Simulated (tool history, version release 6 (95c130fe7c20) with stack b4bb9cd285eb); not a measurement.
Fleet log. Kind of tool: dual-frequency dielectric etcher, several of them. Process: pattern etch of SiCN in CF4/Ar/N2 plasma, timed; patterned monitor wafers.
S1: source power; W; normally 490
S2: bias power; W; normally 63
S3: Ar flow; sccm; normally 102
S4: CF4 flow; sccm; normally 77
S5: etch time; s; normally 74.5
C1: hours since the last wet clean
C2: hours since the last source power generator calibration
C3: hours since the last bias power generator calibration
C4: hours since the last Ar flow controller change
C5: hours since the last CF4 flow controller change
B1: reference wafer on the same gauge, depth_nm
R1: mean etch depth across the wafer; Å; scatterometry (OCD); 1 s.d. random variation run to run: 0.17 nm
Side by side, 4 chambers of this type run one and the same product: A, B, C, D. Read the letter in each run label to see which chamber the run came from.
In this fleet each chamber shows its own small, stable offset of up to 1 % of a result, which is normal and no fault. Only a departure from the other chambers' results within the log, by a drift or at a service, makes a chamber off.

run	hour	S1	S2	S3	S4	S5	C1	C2	C3	C4	C5	B1	R1
1D	3.6	490	63	102	77	74.5	162.0	289.8	2291.5	2446.0	300.9	79.899	670.09
# hour 7.0: chamber A: bias power generator calibrated
2C	8.1	490	63	102	77	74.5	194.3	1599.2	439.0	579.8	1596.6	79.912	663.52
3A	12.8	490	63	102	77	74.5	116.1	3029.6	5.8	1712.8	3571.4	79.908	661.21
4B	15.0	490	63	102	77	74.5	432.1	1479.8	413.6	357.2	3032.5	79.908	670.81
5B	18.4	490	69	102	77	74.5	435.5	1483.2	417.0	360.6	3035.9	79.891	687.36
6C	21.4	490	69	102	77	74.5	207.6	1612.5	452.3	593.1	1609.9	79.861	684.73
7D	25.1	490	69	102	77	74.5	183.5	311.3	2313.0	2467.5	322.4	79.899	687.42
8A	29.0	490	69	102	77	74.5	132.3	3045.8	22.0	1729.0	3587.6	79.903	682.65
9C	32.0	490	63	102	77	74.5	218.2	1623.1	462.9	603.7	1620.5	79.909	664.57
10B	35.1	490	63	102	77	74.5	452.2	1499.9	433.7	377.3	3052.6	79.891	669.17
11A	38.7	490	63	102	77	74.5	142.0	3055.5	31.7	1738.7	3597.3	79.892	662.95
12D	42.7	490	63	102	77	74.5	201.1	328.9	2330.6	2485.1	340.0	79.892	676.10
13A	45.3	490	63	102	77	74.5	148.6	3062.1	38.3	1745.3	3603.9	79.867	665.64
14D	50.0	490	63	102	77	74.5	208.4	336.2	2337.9	2492.4	347.3	79.963	673.25
15B	52.4	490	63	102	77	74.5	469.5	1517.2	451.0	394.6	3069.9	79.891	668.48
16C	56.9	490	69	102	77	74.5	243.1	1648.0	487.8	628.6	1645.4	79.914	686.74
17B	60.1	490	69	102	77	74.5	477.2	1524.9	458.7	402.3	3077.6	79.901	692.84
18C	64.5	490	69	102	77	74.5	250.7	1655.6	495.4	636.2	1653.0	79.930	681.87
19A	66.9	490	69	102	77	74.5	170.2	3083.7	59.9	1766.9	3625.5	79.933	686.50
20D	70.2	490	75	102	95	74.5	228.6	356.4	2358.1	2512.6	367.5	79.885	743.08
21C	74.4	490	75	102	95	74.5	260.6	1665.5	505.3	646.1	1662.9	79.916	724.51
22A	77.6	490	75	102	95	74.5	180.9	3094.4	70.6	1777.6	3636.2	79.891	728.42
23D	80.8	490	75	102	95	74.5	239.2	367.0	2368.7	2523.2	378.1	79.892	744.95
24B	83.1	490	63	102	77	74.5	500.2	1547.9	481.7	425.3	3100.6	79.881	670.07
25A	85.6	490	63	102	77	74.5	188.9	3102.4	78.6	1785.6	3644.2	79.891	663.23
26B	87.7	490	63	102	77	74.5	504.8	1552.5	486.3	429.9	3105.2	79.880	669.57
27D	92.0	490	63	102	77	74.5	250.4	378.2	2379.9	2534.4	389.3	79.934	683.34
28C	95.6	490	63	102	77	74.5	281.8	1686.7	526.5	667.3	1684.1	79.895	665.96
29D	98.6	490	51	102	77	91.0	257.0	384.8	2386.5	2541.0	395.9	79.863	780.99
30A	102.4	490	51	102	77	91.0	205.7	3119.2	95.4	1802.4	3661.0	79.883	754.99
# hour 103.1: chamber B: CF4 flow controller replaced
31C	104.9	490	51	102	77	91.0	291.1	1696.0	535.8	676.6	1693.4	79.845	758.26
32B	107.5	490	51	102	77	91.0	524.6	1572.3	506.1	449.7	4.4	79.925	761.30
33C	110.6	490	63	102	77	74.5	296.8	1701.7	541.5	682.3	1699.1	79.888	662.92

Has any chamber moved away from the others, gradually or after a service, or does the common gauge drift, or do the chambers differ only by their own small steady offsets? State the chamber and the most likely cause if one applies.

One chamber, D, drifts off from the rest bit by bit.
What lies behind it: etch rate over this chamber's usual, % = 2.72.
It could be hard to tell apart here from: source power that arrives over what is set, %.

Below are 4 candidate recipes for chamber D's next run, each the usual settings with a change, their results shown as question marks. Which of them brings D's results back in line with what the other chambers give on the usual settings?
In line means no further than this from the other chambers' mean on the usual settings: R1 5.80 Å
34D-1	114.0	470	63	102	77	74.5							?
34D-2	114.0	500	63	102	77	76.0							?
34D-3	114.0	490	63	102	77	75.5							?
34D-4	114.0	490	61	103	76	74.5							?

Mean of the other chambers on the usual settings: R1 665.18 Å
run	R1
34D-1	663.07
34D-2	713.85
34D-3	696.79
34D-4	677.83
The answer is 34D-1, which returns the chamber to within the allowed miss of the others.

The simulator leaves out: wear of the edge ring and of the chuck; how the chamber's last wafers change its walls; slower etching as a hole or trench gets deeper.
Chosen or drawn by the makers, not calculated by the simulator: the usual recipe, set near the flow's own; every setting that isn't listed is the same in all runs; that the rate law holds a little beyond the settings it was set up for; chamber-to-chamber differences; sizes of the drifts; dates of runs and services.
